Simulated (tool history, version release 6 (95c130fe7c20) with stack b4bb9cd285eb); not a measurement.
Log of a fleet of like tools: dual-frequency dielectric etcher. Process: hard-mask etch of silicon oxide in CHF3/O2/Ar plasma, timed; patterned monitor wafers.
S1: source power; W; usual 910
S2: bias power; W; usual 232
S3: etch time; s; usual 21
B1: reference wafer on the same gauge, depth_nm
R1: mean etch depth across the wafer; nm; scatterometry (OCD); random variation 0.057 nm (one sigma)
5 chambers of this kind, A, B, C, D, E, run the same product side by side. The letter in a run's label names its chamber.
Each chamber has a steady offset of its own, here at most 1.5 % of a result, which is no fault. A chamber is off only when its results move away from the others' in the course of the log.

{"run": "1E", "hour": 9.7, "S1": 910, "S2": 232, "S3": 21, "B1": 59.792, "R1": 52.923}
{"run": "2A", "hour": 17.1, "S1": 910, "S2": 232, "S3": 21, "B1": 59.811, "R1": 53.059}
{"run": "3C", "hour": 24.0, "S1": 910, "S2": 232, "S3": 21, "B1": 59.806, "R1": 53.67}
{"run": "4B", "hour": 30.2, "S1": 910, "S2": 232, "S3": 21, "B1": 59.816, "R1": 52.842}
{"run": "5D", "hour": 36.3, "S1": 910, "S2": 232, "S3": 21, "B1": 59.851, "R1": 52.739}
{"run": "6D", "hour": 44.6, "S1": 910, "S2": 232, "S3": 21, "B1": 59.853, "R1": 52.94}
{"run": "7A", "hour": 52.8, "S1": 910, "S2": 232, "S3": 21, "B1": 59.858, "R1": 53.085}
{"run": "8B", "hour": 57.3, "S1": 910, "S2": 232, "S3": 21, "B1": 59.86, "R1": 52.836}
{"run": "9E", "hour": 65.2, "S1": 910, "S2": 252, "S3": 18, "B1": 59.846, "R1": 46.768}
{"run": "10C", "hour": 73.1, "S1": 910, "S2": 252, "S3": 18, "B1": 59.88, "R1": 47.431}
{"hour": 77.7, "done": "chamber D: bias power generator calibrated"}
{"run": "11E", "hour": 79.7, "S1": 910, "S2": 252, "S3": 18, "B1": 59.871, "R1": 46.749}
{"run": "12D", "hour": 88.8, "S1": 910, "S2": 252, "S3": 18, "B1": 59.902, "R1": 46.686}
{"run": "13B", "hour": 93.4, "S1": 910, "S2": 252, "S3": 18, "B1": 59.898, "R1": 46.738}
{"hour": 93.9, "done": "chamber E: wet clean of the chamber"}
{"run": "14C", "hour": 102.1, "S1": 1030, "S2": 269, "S3": 21, "B1": 59.894, "R1": 59.44}
{"run": "15A", "hour": 108.5, "S1": 1030, "S2": 269, "S3": 21, "B1": 59.899, "R1": 58.756}
{"run": "16D", "hour": 115.5, "S1": 1030, "S2": 269, "S3": 21, "B1": 59.921, "R1": 58.253}
{"run": "17A", "hour": 124.4, "S1": 1030, "S2": 269, "S3": 21, "B1": 59.91, "R1": 58.702}
{"run": "18E", "hour": 129.3, "S1": 1030, "S2": 269, "S3": 21, "B1": 59.919, "R1": 58.512}
{"run": "19B", "hour": 134.3, "S1": 910, "S2": 232, "S3": 21, "B1": 59.93, "R1": 52.985}
{"run": "20C", "hour": 143.8, "S1": 910, "S2": 232, "S3": 21, "B1": 59.943, "R1": 53.863}
{"hour": 145.3, "done": "chamber D: wet clean of the chamber"}
{"hour": 145.3, "done": "chamber C: wet clean of the chamber"}
{"run": "21D", "hour": 153.9, "S1": 910, "S2": 232, "S3": 21, "B1": 59.951, "R1": 52.975}
{"run": "22A", "hour": 163.9, "S1": 910, "S2": 232, "S3": 21, "B1": 59.955, "R1": 53.233}
{"hour": 170.7, "done": "chamber B: wet clean of the chamber"}
{"run": "23B", "hour": 172.2, "S1": 910, "S2": 232, "S3": 21, "B1": 59.976, "R1": 53.034}
{"run": "24C", "hour": 179.1, "S1": 910, "S2": 232, "S3": 21, "B1": 59.971, "R1": 53.825}
{"run": "25E", "hour": 185.3, "S1": 910, "S2": 232, "S3": 21, "B1": 59.98, "R1": 53.235}
{"run": "26B", "hour": 190.8, "S1": 910, "S2": 232, "S3": 21, "B1": 60.007, "R1": 53.101}
{"run": "27E", "hour": 201.0, "S1": 910, "S2": 232, "S3": 21, "B1": 59.991, "R1": 53.216}
{"run": "28A", "hour": 208.3, "S1": 910, "S2": 232, "S3": 21, "B1": 60.011, "R1": 53.329}
{"run": "29D", "hour": 217.8, "S1": 910, "S2": 232, "S3": 21, "B1": 60.017, "R1": 52.955}
{"run": "30C", "hour": 223.0, "S1": 910, "S2": 232, "S3": 21, "B1": 60.029, "R1": 53.761}
{"run": "31E", "hour": 231.6, "S1": 910, "S2": 232, "S3": 21, "B1": 60.02, "R1": 53.175}
{"run": "32B", "hour": 241.9, "S1": 910, "S2": 232, "S3": 21, "B1": 60.054, "R1": 52.995}
{"run": "33C", "hour": 251.4, "S1": 910, "S2": 232, "S3": 21, "B1": 60.047, "R1": 53.886}
{"run": "34A", "hour": 258.0, "S1": 910, "S2": 232, "S3": 21, "B1": 60.052, "R1": 53.311}

What goes on in this fleet: one chamber off, a drifting gauge, or nothing beyond the chambers' own small offsets? Name the chamber and the cause, if any.

The gauge drifts, so all chambers seem to drift together. No chamber is off.
Cause: gauge reads high (%) = 0.441.
